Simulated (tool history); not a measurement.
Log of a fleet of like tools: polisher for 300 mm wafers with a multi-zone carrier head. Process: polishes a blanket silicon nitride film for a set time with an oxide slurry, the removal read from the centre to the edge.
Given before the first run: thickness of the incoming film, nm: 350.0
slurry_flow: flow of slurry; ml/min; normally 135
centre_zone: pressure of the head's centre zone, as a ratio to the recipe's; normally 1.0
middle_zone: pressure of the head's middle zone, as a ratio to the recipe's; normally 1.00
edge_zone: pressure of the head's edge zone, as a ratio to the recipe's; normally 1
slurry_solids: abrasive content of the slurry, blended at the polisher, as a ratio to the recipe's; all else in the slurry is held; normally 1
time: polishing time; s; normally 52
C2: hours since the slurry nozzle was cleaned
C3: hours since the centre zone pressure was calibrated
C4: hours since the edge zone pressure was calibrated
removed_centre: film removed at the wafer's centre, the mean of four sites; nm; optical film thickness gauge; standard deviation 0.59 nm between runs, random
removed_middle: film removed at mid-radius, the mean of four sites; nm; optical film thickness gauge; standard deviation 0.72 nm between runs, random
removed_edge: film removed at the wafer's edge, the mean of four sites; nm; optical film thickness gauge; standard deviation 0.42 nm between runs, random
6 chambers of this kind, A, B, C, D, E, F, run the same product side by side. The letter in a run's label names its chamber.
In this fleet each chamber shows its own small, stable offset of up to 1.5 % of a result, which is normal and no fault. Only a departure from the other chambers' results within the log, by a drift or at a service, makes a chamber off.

{"run": "1D", "day": 0.208, "slurry_flow": 135, "centre_zone": 1.0, "middle_zone": 1.0, "edge_zone": 1, "slurry_solids": 1, "time": 52, "wafers polished on this pad": 1177, "C2": 188.9, "C3": 938.6, "C4": 359.2, "removed_centre": 55.868, "removed_middle": 57.049, "removed_edge": 56.372}
{"run": "2C", "day": 0.358, "slurry_flow": 135, "centre_zone": 1.0, "middle_zone": 1.0, "edge_zone": 1, "slurry_solids": 1, "time": 52, "wafers polished on this pad": 510, "C2": 565.1, "C3": 1267.5, "C4": 720.8, "removed_centre": 56.344, "removed_middle": 56.095, "removed_edge": 56.546}
{"run": "3E", "day": 0.488, "slurry_flow": 135, "centre_zone": 1.0, "middle_zone": 1.0, "edge_zone": 1, "slurry_solids": 1, "time": 52, "wafers polished on this pad": 143, "C2": 412.4, "C3": 387.3, "C4": 629.5, "removed_centre": 55.657, "removed_middle": 56.568, "removed_edge": 56.877}
{"run": "4B", "day": 0.779, "slurry_flow": 135, "centre_zone": 1.0, "middle_zone": 1.0, "edge_zone": 1, "slurry_solids": 1, "time": 52, "wafers polished on this pad": 161, "C2": 87.1, "C3": 326.9, "C4": 195.1, "removed_centre": 55.717, "removed_middle": 55.709, "removed_edge": 56.068}
{"run": "5A", "day": 0.933, "slurry_flow": 135, "centre_zone": 1.0, "middle_zone": 0.89, "edge_zone": 1, "slurry_solids": 1, "time": 52, "wafers polished on this pad": 1045, "C2": 150.1, "C3": 93.8, "C4": 843.8, "removed_centre": 56.608, "removed_middle": 49.52, "removed_edge": 55.66}
{"day": 1.096, "done": "chamber D: worn pad replaced by a new one"}
{"run": "6F", "day": 1.125, "slurry_flow": 135, "centre_zone": 1.0, "middle_zone": 0.89, "edge_zone": 1, "slurry_solids": 1, "time": 52, "wafers polished on this pad": 951, "C2": 287.7, "C3": 228.2, "C4": 1459.0, "removed_centre": 56.291, "removed_middle": 50.921, "removed_edge": 57.371}
{"run": "7B", "day": 1.408, "slurry_flow": 135, "centre_zone": 1.0, "middle_zone": 0.89, "edge_zone": 1, "slurry_solids": 1, "time": 52, "wafers polished on this pad": 274, "C2": 102.2, "C3": 342.0, "C4": 210.2, "removed_centre": 56.007, "removed_middle": 50.624, "removed_edge": 55.974}
{"run": "8D", "day": 1.692, "slurry_flow": 135, "centre_zone": 1.0, "middle_zone": 0.89, "edge_zone": 1, "slurry_solids": 1, "time": 52, "wafers polished on this pad": 106, "C2": 224.5, "C3": 974.2, "C4": 394.8, "removed_centre": 55.678, "removed_middle": 51.503, "removed_edge": 56.469}
{"run": "9A", "day": 1.967, "slurry_flow": 135, "centre_zone": 1.0, "middle_zone": 0.89, "edge_zone": 1, "slurry_solids": 1, "time": 52, "wafers polished on this pad": 1229, "C2": 174.9, "C3": 118.6, "C4": 868.6, "removed_centre": 55.75, "removed_middle": 50.113, "removed_edge": 55.903}
{"day": 1.983, "done": "chamber A: worn pad replaced by a new one"}
{"run": "10E", "day": 2.112, "slurry_flow": 135, "centre_zone": 1.0, "middle_zone": 0.89, "edge_zone": 1, "slurry_solids": 1, "time": 52, "wafers polished on this pad": 433, "C2": 451.4, "C3": 426.3, "C4": 668.5, "removed_centre": 55.891, "removed_middle": 50.512, "removed_edge": 57.738}
{"run": "11C", "day": 2.317, "slurry_flow": 135, "centre_zone": 1.0, "middle_zone": 1.0, "edge_zone": 1, "slurry_solids": 1, "time": 52, "wafers polished on this pad": 859, "C2": 612.1, "C3": 1314.5, "C4": 767.8, "removed_centre": 57.079, "removed_middle": 56.052, "removed_edge": 56.692}
{"day": 2.5, "done": "chamber E: slurry nozzle cleaned"}
{"run": "12F", "day": 2.592, "slurry_flow": 135, "centre_zone": 1.0, "middle_zone": 1.0, "edge_zone": 1, "slurry_solids": 1, "time": 52, "wafers polished on this pad": 1212, "C2": 322.9, "C3": 263.4, "C4": 1494.2, "removed_centre": 56.815, "removed_middle": 57.412, "removed_edge": 57.565}
{"day": 2.688, "done": "chamber F: worn pad replaced by a new one"}
{"day": 2.779, "done": "chamber F: edge zone pressure recalibrated"}
{"run": "13D", "day": 2.879, "slurry_flow": 135, "centre_zone": 1.0, "middle_zone": 1.0, "edge_zone": 1, "slurry_solids": 1, "time": 52, "wafers polished on this pad": 318, "C2": 253.0, "C3": 1002.7, "C4": 423.3, "removed_centre": 54.823, "removed_middle": 57.862, "removed_edge": 55.83}
{"run": "14B", "day": 3.158, "slurry_flow": 135, "centre_zone": 1.0, "middle_zone": 1.0, "edge_zone": 1, "slurry_solids": 1, "time": 52, "wafers polished on this pad": 585, "C2": 144.2, "C3": 384.0, "C4": 252.2, "removed_centre": 56.997, "removed_middle": 56.019, "removed_edge": 56.905}
{"day": 3.35, "done": "chamber C: slurry nozzle cleaned"}
{"run": "15E", "day": 3.412, "slurry_flow": 135, "centre_zone": 1.0, "middle_zone": 1.0, "edge_zone": 1, "slurry_solids": 1, "time": 52, "wafers polished on this pad": 665, "C2": 21.9, "C3": 457.5, "C4": 699.7, "removed_centre": 55.156, "removed_middle": 56.716, "removed_edge": 57.459}
{"day": 3.629, "done": "chamber A: edge zone pressure recalibrated"}
{"run": "16F", "day": 3.658, "slurry_flow": 160, "centre_zone": 1.1, "middle_zone": 1.0, "edge_zone": 1, "slurry_solids": 1, "time": 52, "wafers polished on this pad": 173, "C2": 348.5, "C3": 289.0, "C4": 21.2, "removed_centre": 64.866, "removed_middle": 59.693, "removed_edge": 58.278}
{"day": 3.746, "done": "chamber C: worn pad replaced by a new one"}
{"run": "17A", "day": 3.796, "slurry_flow": 160, "centre_zone": 1.1, "middle_zone": 1.0, "edge_zone": 1, "slurry_solids": 1, "time": 52, "wafers polished on this pad": 323, "C2": 218.8, "C3": 162.5, "C4": 4.0, "removed_centre": 63.507, "removed_middle": 57.184, "removed_edge": 58.129}
{"run": "18C", "day": 3.971, "slurry_flow": 160, "centre_zone": 1.1, "middle_zone": 1.0, "edge_zone": 1, "slurry_solids": 1, "time": 52, "wafers polished on this pad": 40, "C2": 14.9, "C3": 1354.2, "C4": 807.5, "removed_centre": 66.31, "removed_middle": 59.416, "removed_edge": 58.241}
{"run": "19D", "day": 4.117, "slurry_flow": 160, "centre_zone": 1.1, "middle_zone": 1.0, "edge_zone": 1, "slurry_solids": 1, "time": 52, "wafers polished on this pad": 538, "C2": 282.7, "C3": 1032.4, "C4": 453.0, "removed_centre": 64.132, "removed_middle": 58.478, "removed_edge": 57.643}
{"run": "20E", "day": 4.396, "slurry_flow": 160, "centre_zone": 1.1, "middle_zone": 1.0, "edge_zone": 1, "slurry_solids": 1, "time": 52, "wafers polished on this pad": 840, "C2": 45.5, "C3": 481.1, "C4": 723.3, "removed_centre": 65.765, "removed_middle": 56.719, "removed_edge": 57.816}
{"day": 4.425, "done": "chamber D: slurry nozzle cleaned"}
{"run": "21A", "day": 4.642, "slurry_flow": 160, "centre_zone": 1.1, "middle_zone": 1.0, "edge_zone": 1, "slurry_solids": 1, "time": 52, "wafers polished on this pad": 474, "C2": 239.1, "C3": 182.8, "C4": 24.3, "removed_centre": 64.951, "removed_middle": 58.334, "removed_edge": 57.207}
{"run": "22B", "day": 4.783, "slurry_flow": 175, "centre_zone": 1.0, "middle_zone": 1.0, "edge_zone": 1, "slurry_solids": 1, "time": 52, "wafers polished on this pad": 875, "C2": 183.2, "C3": 423.0, "C4": 291.2, "removed_centre": 59.276, "removed_middle": 58.731, "removed_edge": 58.156}
{"run": "23F", "day": 4.95, "slurry_flow": 175, "centre_zone": 1.0, "middle_zone": 1.0, "edge_zone": 1, "slurry_solids": 1, "time": 52, "wafers polished on this pad": 403, "C2": 379.5, "C3": 320.0, "C4": 52.2, "removed_centre": 59.55, "removed_middle": 59.969, "removed_edge": 59.447}
{"day": 4.983, "done": "chamber B: worn pad replaced by a new one"}
{"run": "24C", "day": 5.179, "slurry_flow": 175, "centre_zone": 1.0, "middle_zone": 1.0, "edge_zone": 1, "slurry_solids": 1, "time": 52, "wafers polished on this pad": 256, "C2": 43.9, "C3": 1383.2, "C4": 836.5, "removed_centre": 60.324, "removed_middle": 59.644, "removed_edge": 58.782}
{"run": "25B", "day": 5.317, "slurry_flow": 175, "centre_zone": 1.0, "middle_zone": 1.0, "edge_zone": 1, "slurry_solids": 1, "time": 52, "wafers polished on this pad": 59, "C2": 196.0, "C3": 435.8, "C4": 304.0, "removed_centre": 59.714, "removed_middle": 58.872, "removed_edge": 57.969}
{"run": "26A", "day": 5.533, "slurry_flow": 175, "centre_zone": 1.0, "middle_zone": 1.0, "edge_zone": 1, "slurry_solids": 1, "time": 52, "wafers polished on this pad": 632, "C2": 260.5, "C3": 204.2, "C4": 45.7, "removed_centre": 58.893, "removed_middle": 58.294, "removed_edge": 57.744}
{"run": "27F", "day": 5.708, "slurry_flow": 175, "centre_zone": 1.0, "middle_zone": 1.0, "edge_zone": 1, "slurry_solids": 1, "time": 52, "wafers polished on this pad": 538, "C2": 397.7, "C3": 338.2, "C4": 70.4, "removed_centre": 59.304, "removed_middle": 59.341, "removed_edge": 59.26}
{"run": "28E", "day": 5.862, "slurry_flow": 135, "centre_zone": 1.0, "middle_zone": 1.0, "edge_zone": 1, "slurry_solids": 1, "time": 52, "wafers polished on this pad": 1101, "C2": 80.7, "C3": 516.3, "C4": 758.5, "removed_centre": 56.725, "removed_middle": 55.814, "removed_edge": 56.697}
{"run": "29C", "day": 6.125, "slurry_flow": 135, "centre_zone": 1.0, "middle_zone": 1.0, "edge_zone": 1, "slurry_solids": 1, "time": 52, "wafers polished on this pad": 424, "C2": 66.6, "C3": 1405.9, "C4": 859.2, "removed_centre": 56.632, "removed_middle": 56.476, "removed_edge": 57.053}
{"run": "30D", "day": 6.267, "slurry_flow": 135, "centre_zone": 1.0, "middle_zone": 1.0, "edge_zone": 1, "slurry_solids": 1, "time": 52, "wafers polished on this pad": 922, "C2": 44.2, "C3": 1084.0, "C4": 504.6, "removed_centre": 56.412, "removed_middle": 57.46, "removed_edge": 57.02}
{"day": 6.4, "done": "chamber E: worn pad replaced by a new one"}
{"run": "31D", "day": 6.429, "slurry_flow": 135, "centre_zone": 1.0, "middle_zone": 1.0, "edge_zone": 1, "slurry_solids": 1, "time": 52, "wafers polished on this pad": 951, "C2": 48.1, "C3": 1087.9, "C4": 508.5, "removed_centre": 55.612, "removed_middle": 57.791, "removed_edge": 56.219}
{"run": "32A", "day": 6.65, "slurry_flow": 135, "centre_zone": 1.0, "middle_zone": 1.0, "edge_zone": 1, "slurry_solids": 1, "time": 52, "wafers polished on this pad": 832, "C2": 287.3, "C3": 231.0, "C4": 72.5, "removed_centre": 56.761, "removed_middle": 55.625, "removed_edge": 55.729}
{"run": "33F", "day": 6.917, "slurry_flow": 135, "centre_zone": 1.0, "middle_zone": 1.0, "edge_zone": 1, "slurry_solids": 1, "time": 52, "wafers polished on this pad": 754, "C2": 426.7, "C3": 367.2, "C4": 99.4, "removed_centre": 56.798, "removed_middle": 54.709, "removed_edge": 56.699}
{"run": "34C", "day": 7.138, "slurry_flow": 160, "centre_zone": 1.0, "middle_zone": 1.0, "edge_zone": 1, "slurry_solids": 1, "time": 52, "wafers polished on this pad": 605, "C2": 90.9, "C3": 1430.2, "C4": 883.5, "removed_centre": 58.61, "removed_middle": 59.088, "removed_edge": 58.374}
{"run": "35E", "day": 7.283, "slurry_flow": 160, "centre_zone": 1.0, "middle_zone": 1.0, "edge_zone": 1, "slurry_solids": 1, "time": 52, "wafers polished on this pad": 158, "C2": 114.8, "C3": 550.4, "C4": 792.6, "removed_centre": 58.659, "removed_middle": 58.832, "removed_edge": 58.011}
{"run": "36B", "day": 7.558, "slurry_flow": 160, "centre_zone": 1.0, "middle_zone": 1.0, "edge_zone": 1, "slurry_solids": 1, "time": 52, "wafers polished on this pad": 459, "C2": 249.8, "C3": 489.6, "C4": 357.8, "removed_centre": 57.768, "removed_middle": 58.365, "removed_edge": 57.32}
{"run": "37A", "day": 7.792, "slurry_flow": 160, "centre_zone": 1.0, "middle_zone": 1.0, "edge_zone": 1, "slurry_solids": 1, "time": 52, "wafers polished on this pad": 1035, "C2": 314.7, "C3": 258.4, "C4": 99.9, "removed_centre": 58.591, "removed_middle": 57.812, "removed_edge": 57.564}
{"run": "38C", "day": 8.05, "slurry_flow": 160, "centre_zone": 1.0, "middle_zone": 1.0, "edge_zone": 1, "slurry_solids": 1, "time": 52, "wafers polished on this pad": 767, "C2": 112.8, "C3": 1452.1, "C4": 905.4, "removed_centre": 58.31, "removed_middle": 58.767, "removed_edge": 58.702}
{"run": "39B", "day": 8.229, "slurry_flow": 160, "centre_zone": 1.0, "middle_zone": 1.0, "edge_zone": 1, "slurry_solids": 1, "time": 52, "wafers polished on this pad": 579, "C2": 265.9, "C3": 505.7, "C4": 373.9, "removed_centre": 58.133, "removed_middle": 58.9, "removed_edge": 57.016}
{"run": "40F", "day": 8.521, "slurry_flow": 135, "centre_zone": 1.0, "middle_zone": 1.0, "edge_zone": 1, "slurry_solids": 1, "time": 52, "wafers polished on this pad": 1040, "C2": 465.2, "C3": 405.7, "C4": 137.9, "removed_centre": 56.983, "removed_middle": 57.443, "removed_edge": 57.48}

Does one chamber stand apart from the rest, does the shared gauge drift, or is all well apart from small per-chamber offsets? Give the chamber and the most likely cause, where there is one.

No chamber is off and the gauge is stable; the differences are just each chamber's small, constant offset.
